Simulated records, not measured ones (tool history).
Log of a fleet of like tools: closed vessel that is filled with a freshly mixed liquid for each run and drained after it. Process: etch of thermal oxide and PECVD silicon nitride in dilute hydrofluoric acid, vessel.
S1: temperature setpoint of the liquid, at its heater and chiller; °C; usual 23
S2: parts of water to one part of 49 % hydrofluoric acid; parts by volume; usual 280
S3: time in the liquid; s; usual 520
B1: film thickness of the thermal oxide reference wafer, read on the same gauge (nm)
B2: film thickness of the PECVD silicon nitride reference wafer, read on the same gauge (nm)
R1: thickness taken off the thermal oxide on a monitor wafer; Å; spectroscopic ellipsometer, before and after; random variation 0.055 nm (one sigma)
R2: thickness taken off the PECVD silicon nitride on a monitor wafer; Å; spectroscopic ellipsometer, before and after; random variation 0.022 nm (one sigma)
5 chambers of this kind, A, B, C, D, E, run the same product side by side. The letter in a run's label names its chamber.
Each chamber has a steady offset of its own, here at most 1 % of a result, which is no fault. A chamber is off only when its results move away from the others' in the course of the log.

run,hour,S1,S2,S3,B1,B2,R1,R2
1E,5.2,23,280,520,70.011,139.93,64.637,40.71
2A,13.1,23,280,520,69.977,140,64.807,40.226
3C,19.8,23,280,520,70.033,140.02,65.643,40.369
4D,27,23,280,520,69.956,139.99,65.223,39.868
5B,35.2,23,280,520,70.022,139.99,66.388,40.703
6B,42.6,23,280,705,70.017,139.99,90.309,55.65
7E,47,23,280,705,70.011,140.06,88.615,54.707
8D,53.9,23,280,705,69.994,140.02,89.029,54.391
9A,62,23,280,705,69.999,139.97,90.154,54.534
10C,66.9,23,280,705,70.024,140.03,89.093,53.749
11E,74.7,23,280,520,69.992,139.97,65.55,40.297
12C,79.9,23,280,520,70.036,139.99,65.172,39.726
13B,85,23,350,520,70.019,139.97,50.439,33.365
14D,89.9,23,350,520,70.015,140.04,48.067,32.176
15A,95.4,23,350,520,69.975,140.03,48.544,32.41
16B,100.3,23,350,520,70.005,139.97,51.434,33.72
17D,106.6,23,350,520,70.01,139.99,48.683,32.029
18C,113.6,23,280,520,70.015,140.02,64.252,40.446
19E,120.9,23,280,520,69.974,140.01,65.111,40.367
20A,127,23,280,520,70.002,140.03,65.413,40.542
21E,133.8,23,280,520,69.987,140.01,65.615,40.377
# hour 141.2: chamber E: hydrofluoric acid flow meter replaced
22A,141.6,27,280,420,69.959,140.01,60.868,41.07
23D,149.3,27,280,420,70.036,140,60.617,41.239
24C,153.5,27,280,420,70.015,139.99,60.761,41.273
25B,161.1,27,280,420,69.974,139.97,65.488,43.824
26B,166.7,27,280,420,69.997,139.98,64.655,44.571
27C,174.8,23,280,520,69.959,140.02,65.876,40.261
28A,183.1,23,280,520,70,139.98,65.564,39.974
29D,187.5,23,280,520,69.998,140.05,65.225,40.026
30E,193.4,23,280,520,69.978,140.05,64.528,40.375
31A,201.3,23,280,520,70.023,140.02,66.001,40.506

Is one chamber off against the others, does the gauge drift, or is nothing wrong? If a chamber is off, say which, and what the likeliest cause is.

Chamber B drifts away from the others.
Cause: hydrofluoric acid flow above the setpoint (%) = 8.34.

Here are 4 candidates for chamber B's next run, each the usual settings with a change, their results left as question marks. Which one brings its results back in line with what the others give on the usual settings?
In line means no further than this from the other chambers' mean on the usual settings: R1 1.9 Å; R2 0.77 Å
32B-1,207.5,23,265,540,,,?,?
32B-2,207.5,23,285,515,,,?,?
32B-3,207.5,23,295,500,,,?,?
32B-4,207.5,23,275,525,,,?,?

The other chambers' mean on the usual settings: R1 65.432 Å; R2 40.207 Å
run,R1,R2
32B-1,80.912,48.09
32B-2,70.416,42.678
32B-3,65.441,40.046
32B-4,75.094,45.072
32B-3 brings the chamber back in line.
